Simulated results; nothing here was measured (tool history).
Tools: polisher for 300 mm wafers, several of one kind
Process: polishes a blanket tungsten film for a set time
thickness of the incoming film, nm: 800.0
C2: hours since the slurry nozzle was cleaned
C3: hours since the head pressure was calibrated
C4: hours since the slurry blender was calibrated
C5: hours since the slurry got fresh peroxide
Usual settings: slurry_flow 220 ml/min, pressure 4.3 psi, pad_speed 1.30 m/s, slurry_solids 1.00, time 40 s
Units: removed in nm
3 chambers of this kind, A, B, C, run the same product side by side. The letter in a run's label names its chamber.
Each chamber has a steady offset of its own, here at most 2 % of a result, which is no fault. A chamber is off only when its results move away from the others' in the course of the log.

Run 1A, day 0.258: usual settings; wafers polished on this pad 240; C2 184.8; C3 67.5; C4 358.9; C5 169.0. Result: removed 252.84 nm.
Run 2C, day 0.525: usual settings; wafers polished on this pad 755; C2 893.8; C3 700.3; C4 62.2; C5 47.4. Result: removed 255.49 nm.
At day 0.683: chamber B: slurry tank refilled with fresh slurry and peroxide.
At day 0.762: chamber C: worn pad replaced by a new one.
Run 3B, day 0.850: usual settings; wafers polished on this pad 534; C2 82.3; C3 182.4; C4 155.8; C5 4.1. Result: removed 260.80 nm.
At day 0.929: chamber A: slurry tank refilled with fresh slurry and peroxide.
At day 1.017: chamber B: worn pad replaced by a new one.
Run 4A, day 1.138: usual settings; wafers polished on this pad 501; C2 205.9; C3 88.6; C4 380.0; C5 5.1. Result: removed 249.91 nm.
Run 5C, day 1.458: usual settings; wafers polished on this pad 207; C2 916.2; C3 722.7; C4 84.6; C5 69.8. Result: removed 253.78 nm.
Run 6B, day 1.792: usual settings but slurry_flow 200 ml/min, pad_speed 1.74 m/s; wafers polished on this pad 231; C2 104.9; C3 205.0; C4 178.4; C5 26.7. Result: removed 338.99 nm.
Run 7B, day 2.050: usual settings but slurry_flow 200 ml/min, pad_speed 1.74 m/s; wafers polished on this pad 308; C2 111.1; C3 211.2; C4 184.6; C5 32.9. Result: removed 332.07 nm.
Run 8A, day 2.296: usual settings but slurry_flow 200 ml/min, pad_speed 1.74 m/s; wafers polished on this pad 846; C2 233.7; C3 116.4; C4 407.8; C5 32.9. Result: removed 329.73 nm.
At day 2.425: chamber A: worn pad replaced by a new one.
Run 9C, day 2.604: usual settings; wafers polished on this pad 548; C2 943.7; C3 750.2; C4 112.1; C5 97.3. Result: removed 248.63 nm.
At day 2.804: chamber C: slurry nozzle cleaned.
Run 10C, day 2.967: usual settings; wafers polished on this pad 656; C2 3.9; C3 758.9; C4 120.8; C5 106.0. Result: removed 249.70 nm.
At day 3.008: chamber A: slurry blender recalibrated.
Run 11B, day 3.254: usual settings; wafers polished on this pad 666; C2 140.0; C3 240.1; C4 213.5; C5 61.8. Result: removed 255.91 nm.
At day 3.396: chamber B: worn pad replaced by a new one.
At day 3.558: chamber C: worn pad replaced by a new one.
Run 12A, day 3.575: usual settings; wafers polished on this pad 342; C2 264.4; C3 147.1; C4 13.7; C5 63.6. Result: removed 251.51 nm.
Run 13C, day 3.792: usual settings; wafers polished on this pad 70; C2 23.7; C3 778.7; C4 140.6; C5 125.8. Result: removed 242.83 nm.
Run 14B, day 3.962: usual settings; wafers polished on this pad 169; C2 157.0; C3 257.1; C4 230.5; C5 78.8. Result: removed 251.25 nm.
Run 15A, day 4.246: usual settings; wafers polished on this pad 542; C2 280.5; C3 163.2; C4 29.8; C5 79.7. Result: removed 249.16 nm.
Run 16C, day 4.462: usual settings; wafers polished on this pad 269; C2 39.8; C3 794.8; C4 156.7; C5 141.9. Result: removed 241.73 nm.
Run 17B, day 4.758: usual settings; wafers polished on this pad 405; C2 176.1; C3 276.2; C4 249.6; C5 97.9. Result: removed 255.57 nm.
Run 18A, day 5.129: usual settings; wafers polished on this pad 804; C2 301.7; C3 184.4; C4 51.0; C5 100.9. Result: removed 250.38 nm.
Run 19B, day 5.338: usual settings; wafers polished on this pad 578; C2 190.0; C3 290.1; C4 263.5; C5 111.8. Result: removed 256.99 nm.
At day 5.562: chamber B: worn pad replaced by a new one.
Run 20C, day 5.688: usual settings; wafers polished on this pad 634; C2 69.2; C3 824.2; C4 186.1; C5 171.3. Result: removed 246.82 nm.
At day 5.942: chamber A: worn pad replaced by a new one.
Run 21A, day 5.950: usual settings; wafers polished on this pad 3; C2 321.4; C3 204.1; C4 70.7; C5 120.6. Result: removed 251.05 nm.
At day 5.992: chamber C: worn pad replaced by a new one.
Run 22C, day 6.204: usual settings; wafers polished on this pad 63; C2 81.6; C3 836.6; C4 198.5; C5 183.7. Result: removed 242.77 nm.
Run 23A, day 6.496: usual settings; wafers polished on this pad 165; C2 334.5; C3 217.2; C4 83.8; C5 133.7. Result: removed 255.64 nm.
Run 24B, day 6.854: usual settings; wafers polished on this pad 384; C2 226.4; C3 326.5; C4 299.9; C5 148.2. Result: removed 255.39 nm.
At day 7.000: chamber B: head pressure recalibrated.
Run 25A, day 7.158: usual settings but slurry_solids 1.25, time 49 s; wafers polished on this pad 362; C2 350.4; C3 233.1; C4 99.7; C5 149.6. Result: removed 328.25 nm.
Run 26C, day 7.358: usual settings but slurry_solids 1.25, time 49 s; wafers polished on this pad 406; C2 109.3; C3 864.3; C4 226.2; C5 211.4. Result: removed 308.02 nm.
Run 27B, day 7.567: usual settings but slurry_solids 1.25, time 49 s; wafers polished on this pad 596; C2 243.5; C3 13.7; C4 317.0; C5 165.3. Result: removed 328.66 nm.
At day 7.600: chamber B: slurry tank refilled with fresh slurry and peroxide.
At day 7.704: chamber B: worn pad replaced by a new one.
Run 28A, day 7.858: usual settings but slurry_flow 155 ml/min, time 45 s; wafers polished on this pad 570; C2 367.2; C3 249.9; C4 116.5; C5 166.4. Result: removed 267.08 nm.
Run 29C, day 8.183: usual settings but slurry_flow 155 ml/min, time 45 s; wafers polished on this pad 651; C2 129.1; C3 884.1; C4 246.0; C5 231.2. Result: removed 250.37 nm.
At day 8.317: chamber C: worn pad replaced by a new one.
Run 30B, day 8.467: usual settings but slurry_flow 155 ml/min, time 45 s; wafers polished on this pad 227; C2 265.1; C3 35.3; C4 338.6; C5 20.8. Result: removed 269.99 nm.
Run 31A, day 8.750: usual settings but pressure 3.8 psi; wafers polished on this pad 835; C2 388.6; C3 271.3; C4 137.9; C5 187.8. Result: removed 221.32 nm.
At day 8.946: chamber C: head pressure recalibrated.
Run 32C, day 9.054: usual settings but pressure 3.8 psi; wafers polished on this pad 219; C2 150.0; C3 2.6; C4 266.9; C5 252.1. Result: removed 209.62 nm.
At day 9.167: chamber A: slurry tank refilled with fresh slurry and peroxide.
At day 9.238: chamber A: worn pad replaced by a new one.
Run 33B, day 9.392: usual settings but pressure 3.8 psi; wafers polished on this pad 502; C2 287.3; C3 57.5; C4 360.8; C5 43.0. Result: removed 225.74 nm.
Run 34A, day 9.583: usual settings; wafers polished on this pad 103; C2 408.6; C3 291.3; C4 157.9; C5 10.1. Result: removed 248.63 nm.
At day 9.696: chamber B: slurry blender recalibrated.
Run 35B, day 9.754: usual settings; wafers polished on this pad 609; C2 296.0; C3 66.2; C4 1.5; C5 51.7. Result: removed 255.58 nm.
Run 36C, day 9.954: usual settings; wafers polished on this pad 487; C2 171.6; C3 24.2; C4 288.5; C5 273.7. Result: removed 236.76 nm.
At day 10.017: chamber B: worn pad replaced by a new one.
Run 37A, day 10.292: usual settings; wafers polished on this pad 313; C2 425.6; C3 308.3; C4 174.9; C5 27.1. Result: removed 255.46 nm.
Run 38B, day 10.471: usual settings; wafers polished on this pad 135; C2 313.2; C3 83.4; C4 18.7; C5 68.9. Result: removed 257.47 nm.
At day 10.533: chamber C: worn pad replaced by a new one.
Run 39C, day 10.775: usual settings; wafers polished on this pad 72; C2 191.3; C3 43.9; C4 308.2; C5 293.4. Result: removed 237.44 nm.

All 3 chambers run these settings next. Forecast each chamber's results:
Run 40A, day 11.046: usual settings. Result: removed ?.
Run 40B, day 11.046: usual settings. Result: removed ?.
Run 40C, day 11.046: usual settings. Result: removed ?.

run  removed
40A   244.61
40B   257.79
40C   234.69
